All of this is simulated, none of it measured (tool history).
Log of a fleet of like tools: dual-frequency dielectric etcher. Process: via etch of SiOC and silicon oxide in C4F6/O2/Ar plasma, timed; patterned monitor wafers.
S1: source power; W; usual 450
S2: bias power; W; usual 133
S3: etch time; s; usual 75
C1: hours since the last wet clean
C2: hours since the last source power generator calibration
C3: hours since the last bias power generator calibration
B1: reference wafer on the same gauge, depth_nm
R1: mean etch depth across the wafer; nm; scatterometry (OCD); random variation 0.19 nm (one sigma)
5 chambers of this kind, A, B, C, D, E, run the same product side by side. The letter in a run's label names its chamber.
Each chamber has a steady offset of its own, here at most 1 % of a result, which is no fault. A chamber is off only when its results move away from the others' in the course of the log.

run 1A day=0.233 | S1=450 S2=133 S3=75 | C1=230 C2=1714.8 C3=1384 | B1=75.457 | R1=79.905
run 2C day=0.479 | S1=450 S2=133 S3=75 | C1=397.9 C2=1843.7 C3=876.5 | B1=75.409 | R1=79.845
run 3B day=0.708 | S1=450 S2=133 S3=75 | C1=455.2 C2=817.8 C3=306.4 | B1=75.387 | R1=80.582
run 4E day=0.938 | S1=450 S2=133 S3=75 | C1=336.9 C2=1958.4 C3=1562.7 | B1=75.408 | R1=80.19
run 5D day=1.192 | S1=450 S2=133 S3=75 | C1=279.6 C2=500.4 C3=3086.6 | B1=75.423 | R1=80.73
run 6D day=1.4 | S1=450 S2=133 S3=75 | C1=284.6 C2=505.4 C3=3091.6 | B1=75.375 | R1=80.794
run 7E day=1.621 | S1=450 S2=133 S3=75 | C1=353.3 C2=1974.8 C3=1579.1 | B1=75.38 | R1=80.076
run 8A day=1.783 | S1=450 S2=133 S3=75 | C1=267.2 C2=1752 C3=1421.2 | B1=75.433 | R1=80.076
run 9B day=1.983 | S1=450 S2=133 S3=75 | C1=485.8 C2=848.4 C3=337 | B1=75.449 | R1=80.68
run 10C day=2.129 | S1=450 S2=133 S3=75 | C1=437.5 C2=1883.3 C3=916.1 | B1=75.365 | R1=80.002
run 11B day=2.358 | S1=450 S2=133 S3=64.5 | C1=494.8 C2=857.4 C3=346 | B1=75.389 | R1=69.454
run 12D day=2.567 | S1=450 S2=133 S3=64.5 | C1=312.6 C2=533.4 C3=3119.6 | B1=75.397 | R1=69.839
run 13A day=2.8 | S1=450 S2=133 S3=64.5 | C1=291.6 C2=1776.4 C3=1445.6 | B1=75.391 | R1=68.929
run 14C day=3.021 | S1=450 S2=133 S3=64.5 | C1=458.9 C2=1904.7 C3=937.5 | B1=75.412 | R1=68.496
run 15E day=3.225 | S1=450 S2=133 S3=64.5 | C1=391.8 C2=2013.3 C3=1617.6 | B1=75.423 | R1=68.976
run 16D day=3.408 | S1=450 S2=133 S3=75 | C1=332.8 C2=553.6 C3=3139.8 | B1=75.351 | R1=80.995
run 17B day=3.662 | S1=450 S2=133 S3=75 | C1=526.1 C2=888.7 C3=377.3 | B1=75.422 | R1=80.976
run 18A day=3.917 | S1=450 S2=133 S3=75 | C1=318.4 C2=1803.2 C3=1472.4 | B1=75.407 | R1=80.123
run 19E day=4.142 | S1=450 S2=133 S3=75 | C1=413.8 C2=2035.3 C3=1639.6 | B1=75.37 | R1=80.13
run 20C day=4.404 | S1=450 S2=133 S3=75 | C1=492.1 C2=1937.9 C3=970.7 | B1=75.41 | R1=79.899
run 21C day=4.617 | S1=450 S2=133 S3=75 | C1=497.2 C2=1943 C3=975.8 | B1=75.418 | R1=80.23
run 22E day=4.883 | S1=450 S2=133 S3=75 | C1=431.6 C2=2053.1 C3=1657.4 | B1=75.378 | R1=80.101
-- day=4.979 chamber E: wet clean of the chamber
run 23B day=5.008 | S1=450 S2=133 S3=75 | C1=558.4 C2=921 C3=409.6 | B1=75.414 | R1=80.591
run 24D day=5.154 | S1=450 S2=133 S3=75 | C1=374.7 C2=595.5 C3=3181.7 | B1=75.431 | R1=81.385
run 25A day=5.283 | S1=450 S2=133 S3=75 | C1=351.2 C2=1836 C3=1505.2 | B1=75.409 | R1=80.159
run 26A day=5.55 | S1=450 S2=133 S3=75 | C1=357.6 C2=1842.4 C3=1511.6 | B1=75.408 | R1=79.896
run 27C day=5.746 | S1=450 S2=133 S3=75 | C1=524.3 C2=1970.1 C3=1002.9 | B1=75.385 | R1=79.587
run 28E day=5.938 | S1=450 S2=133 S3=75 | C1=23 C2=2078.4 C3=1682.7 | B1=75.362 | R1=78.239
run 29B day=6.083 | S1=450 S2=133 S3=75 | C1=584.2 C2=946.8 C3=435.4 | B1=75.441 | R1=80.706
run 30D day=6.267 | S1=450 S2=133 S3=75 | C1=401.4 C2=622.2 C3=3208.4 | B1=75.432 | R1=81.117
run 31D day=6.508 | S1=450 S2=133 S3=75 | C1=407.2 C2=628 C3=3214.2 | B1=75.42 | R1=80.825
run 32C day=6.662 | S1=450 S2=133 S3=75 | C1=546.3 C2=1992.1 C3=1024.9 | B1=75.451 | R1=79.979
run 33A day=6.875 | S1=450 S2=133 S3=75 | C1=389.4 C2=1874.2 C3=1543.4 | B1=75.413 | R1=80.062
run 34E day=7.129 | S1=450 S2=133 S3=75 | C1=51.6 C2=2107 C3=1711.3 | B1=75.383 | R1=78.034
run 35B day=7.346 | S1=450 S2=133 S3=75 | C1=614.5 C2=977.1 C3=465.7 | B1=75.379 | R1=80.5
run 36B day=7.625 | S1=450 S2=133 S3=75 | C1=621.2 C2=983.8 C3=472.4 | B1=75.425 | R1=80.752
run 37C day=7.838 | S1=450 S2=133 S3=75 | C1=574.5 C2=2020.3 C3=1053.1 | B1=75.385 | R1=79.75
run 38E day=8.108 | S1=450 S2=133 S3=75 | C1=75.1 C2=2130.5 C3=1734.8 | B1=75.396 | R1=78.109
run 39A day=8.312 | S1=450 S2=133 S3=57 | C1=423.9 C2=1908.7 C3=1577.9 | B1=75.375 | R1=60.596

What goes on in this fleet: one chamber off, a drifting gauge, or nothing beyond the chambers' own small offsets? Name the chamber and the cause, if any.

A service left chamber E off against the others.
Cause: etch rate under this chamber's usual, % = 2.24.

Here are 4 candidates for chamber E's next run, each the usual settings with a change, their results left as question marks. Which one brings its results back in line with what the others give on the usual settings?
In line means no further than this from the other chambers' mean on the usual settings: R1 0.66 nm
run 40E-1 day=8.512 | S1=450 S2=133 S3=77 | R1=?
run 40E-2 day=8.512 | S1=450 S2=109 S3=75 | R1=?
run 40E-3 day=8.512 | S1=460 S2=134 S3=78.5 | R1=?
run 40E-4 day=8.512 | S1=450 S2=121 S3=75 | R1=?

The other chambers' mean on the usual settings: R1 80.351 nm
run=40E-1 R1=80.39
run=40E-2 R1=73.896
run=40E-3 R1=82.865
run=40E-4 R1=76.148
40E-1 brings the chamber back in line.
